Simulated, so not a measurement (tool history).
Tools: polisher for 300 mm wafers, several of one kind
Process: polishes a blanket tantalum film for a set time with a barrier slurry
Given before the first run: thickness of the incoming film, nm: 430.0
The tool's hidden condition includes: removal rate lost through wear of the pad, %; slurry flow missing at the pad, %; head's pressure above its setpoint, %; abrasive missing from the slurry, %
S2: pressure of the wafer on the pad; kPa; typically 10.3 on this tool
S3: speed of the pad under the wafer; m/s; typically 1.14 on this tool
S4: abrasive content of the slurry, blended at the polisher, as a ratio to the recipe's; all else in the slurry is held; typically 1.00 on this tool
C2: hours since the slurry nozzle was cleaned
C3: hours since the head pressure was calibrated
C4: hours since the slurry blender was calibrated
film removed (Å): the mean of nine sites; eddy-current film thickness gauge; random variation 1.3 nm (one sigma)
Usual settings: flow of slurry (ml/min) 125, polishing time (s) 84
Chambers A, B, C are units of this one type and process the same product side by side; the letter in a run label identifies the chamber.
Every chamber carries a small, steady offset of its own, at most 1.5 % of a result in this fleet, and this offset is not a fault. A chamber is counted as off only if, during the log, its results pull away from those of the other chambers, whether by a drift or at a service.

{"run": "1C", "hour": 7.1, "flow of slurry (ml/min)": 125, "S2": 10.3, "S3": 1.14, "S4": 1.0, "polishing time (s)": 84, "wafers polished on this pad": 615, "C2": 142.8, "C3": 103.0, "C4": 176.4, "film removed (Å)": 1131.7}
{"hour": 16.1, "done": "chamber A: worn pad replaced by a new one"}
{"run": "2A", "hour": 17.7, "flow of slurry (ml/min)": 125, "S2": 10.3, "S3": 1.14, "S4": 1.0, "polishing time (s)": 84, "wafers polished on this pad": 20, "C2": 333.5, "C3": 625.6, "C4": 252.9, "film removed (Å)": 1125.1}
{"run": "3B", "hour": 28.4, "flow of slurry (ml/min)": 125, "S2": 10.3, "S3": 1.14, "S4": 1.0, "polishing time (s)": 84, "wafers polished on this pad": 1227, "C2": 306.4, "C3": 262.7, "C4": 43.3, "film removed (Å)": 1154.8}
{"hour": 31.9, "done": "chamber B: worn pad replaced by a new one"}
{"run": "4C", "hour": 34.2, "flow of slurry (ml/min)": 125, "S2": 10.3, "S3": 1.14, "S4": 1.0, "polishing time (s)": 84, "wafers polished on this pad": 947, "C2": 169.9, "C3": 130.1, "C4": 203.5, "film removed (Å)": 1130.1}
{"run": "5A", "hour": 42.4, "flow of slurry (ml/min)": 125, "S2": 10.3, "S3": 1.14, "S4": 1.0, "polishing time (s)": 84, "wafers polished on this pad": 322, "C2": 358.2, "C3": 650.3, "C4": 277.6, "film removed (Å)": 1130.8}
{"run": "6B", "hour": 47.8, "flow of slurry (ml/min)": 125, "S2": 10.3, "S3": 1.14, "S4": 1.0, "polishing time (s)": 84, "wafers polished on this pad": 195, "C2": 325.8, "C3": 282.1, "C4": 62.7, "film removed (Å)": 1133.0}
{"run": "7C", "hour": 55.7, "flow of slurry (ml/min)": 125, "S2": 10.3, "S3": 1.14, "S4": 1.0, "polishing time (s)": 84, "wafers polished on this pad": 1211, "C2": 191.4, "C3": 151.6, "C4": 225.0, "film removed (Å)": 1131.1}
{"hour": 56.5, "done": "chamber C: worn pad replaced by a new one"}
{"hour": 60.0, "done": "chamber A: worn pad replaced by a new one"}
{"run": "8A", "hour": 64.6, "flow of slurry (ml/min)": 125, "S2": 10.3, "S3": 1.14, "S4": 1.0, "polishing time (s)": 84, "wafers polished on this pad": 56, "C2": 380.4, "C3": 672.5, "C4": 299.8, "film removed (Å)": 1158.4}
{"hour": 68.3, "done": "chamber A: head pressure recalibrated"}
{"run": "9B", "hour": 73.3, "flow of slurry (ml/min)": 125, "S2": 10.3, "S3": 1.14, "S4": 1.0, "polishing time (s)": 84, "wafers polished on this pad": 507, "C2": 351.3, "C3": 307.6, "C4": 88.2, "film removed (Å)": 1163.1}
{"run": "10A", "hour": 83.6, "flow of slurry (ml/min)": 125, "S2": 10.3, "S3": 1.14, "S4": 1.0, "polishing time (s)": 84, "wafers polished on this pad": 289, "C2": 399.4, "C3": 15.3, "C4": 318.8, "film removed (Å)": 1144.0}
{"run": "11B", "hour": 92.5, "flow of slurry (ml/min)": 125, "S2": 10.3, "S3": 1.14, "S4": 1.0, "polishing time (s)": 84, "wafers polished on this pad": 743, "C2": 370.5, "C3": 326.8, "C4": 107.4, "film removed (Å)": 1142.5}
{"hour": 97.2, "done": "chamber A: slurry nozzle cleaned"}
{"run": "12C", "hour": 99.0, "flow of slurry (ml/min)": 125, "S2": 10.3, "S3": 1.14, "S4": 1.0, "polishing time (s)": 84, "wafers polished on this pad": 521, "C2": 234.7, "C3": 194.9, "C4": 268.3, "film removed (Å)": 1164.7}
{"run": "13C", "hour": 106.4, "flow of slurry (ml/min)": 125, "S2": 10.3, "S3": 1.14, "S4": 1.0, "polishing time (s)": 84, "wafers polished on this pad": 612, "C2": 242.1, "C3": 202.3, "C4": 275.7, "film removed (Å)": 1142.5}
{"hour": 109.7, "done": "chamber A: worn pad replaced by a new one"}
{"run": "14A", "hour": 114.1, "flow of slurry (ml/min)": 125, "S2": 10.3, "S3": 1.14, "S4": 1.0, "polishing time (s)": 84, "wafers polished on this pad": 54, "C2": 17.0, "C3": 45.8, "C4": 349.3, "film removed (Å)": 1143.7}
{"run": "15B", "hour": 119.9, "flow of slurry (ml/min)": 125, "S2": 10.3, "S3": 1.14, "S4": 1.0, "polishing time (s)": 84, "wafers polished on this pad": 1078, "C2": 397.9, "C3": 354.2, "C4": 134.8, "film removed (Å)": 1163.2}
{"run": "16A", "hour": 128.4, "flow of slurry (ml/min)": 125, "S2": 10.3, "S3": 1.14, "S4": 1.0, "polishing time (s)": 111, "wafers polished on this pad": 230, "C2": 31.3, "C3": 60.1, "C4": 363.6, "film removed (Å)": 1535.3}
{"hour": 131.8, "done": "chamber C: worn pad replaced by a new one"}
{"hour": 133.3, "done": "chamber B: worn pad replaced by a new one"}
{"run": "17B", "hour": 137.6, "flow of slurry (ml/min)": 125, "S2": 10.3, "S3": 1.14, "S4": 1.0, "polishing time (s)": 111, "wafers polished on this pad": 52, "C2": 415.6, "C3": 371.9, "C4": 152.5, "film removed (Å)": 1516.0}
{"run": "18C", "hour": 147.4, "flow of slurry (ml/min)": 125, "S2": 10.3, "S3": 1.14, "S4": 1.0, "polishing time (s)": 111, "wafers polished on this pad": 191, "C2": 283.1, "C3": 243.3, "C4": 316.7, "film removed (Å)": 1513.1}
{"run": "19C", "hour": 153.3, "flow of slurry (ml/min)": 125, "S2": 10.3, "S3": 1.14, "S4": 1.0, "polishing time (s)": 84, "wafers polished on this pad": 263, "C2": 289.0, "C3": 249.2, "C4": 322.6, "film removed (Å)": 1142.8}
{"run": "20A", "hour": 162.1, "flow of slurry (ml/min)": 125, "S2": 10.3, "S3": 1.14, "S4": 1.0, "polishing time (s)": 84, "wafers polished on this pad": 643, "C2": 65.0, "C3": 93.8, "C4": 397.3, "film removed (Å)": 1143.7}
{"hour": 165.4, "done": "chamber A: worn pad replaced by a new one"}
{"run": "21B", "hour": 171.6, "flow of slurry (ml/min)": 125, "S2": 10.3, "S3": 1.14, "S4": 1.0, "polishing time (s)": 84, "wafers polished on this pad": 469, "C2": 449.6, "C3": 405.9, "C4": 186.5, "film removed (Å)": 1160.4}
{"run": "22B", "hour": 176.8, "flow of slurry (ml/min)": 125, "S2": 10.3, "S3": 1.14, "S4": 1.0, "polishing time (s)": 84, "wafers polished on this pad": 533, "C2": 454.8, "C3": 411.1, "C4": 191.7, "film removed (Å)": 1141.0}
{"run": "23C", "hour": 185.2, "flow of slurry (ml/min)": 85, "S2": 10.3, "S3": 1.14, "S4": 1.15, "polishing time (s)": 84, "wafers polished on this pad": 654, "C2": 320.9, "C3": 281.1, "C4": 354.5, "film removed (Å)": 1074.9}
{"run": "24A", "hour": 190.4, "flow of slurry (ml/min)": 85, "S2": 10.3, "S3": 1.14, "S4": 1.15, "polishing time (s)": 84, "wafers polished on this pad": 307, "C2": 93.3, "C3": 122.1, "C4": 425.6, "film removed (Å)": 1110.2}

Is one chamber out of step, is the gauge drifting, or do the chambers differ by no more than their own small offsets? For an off chamber, give its letter and the likeliest cause.

No chamber stands off beyond its own small offset, and the gauge holds steady.
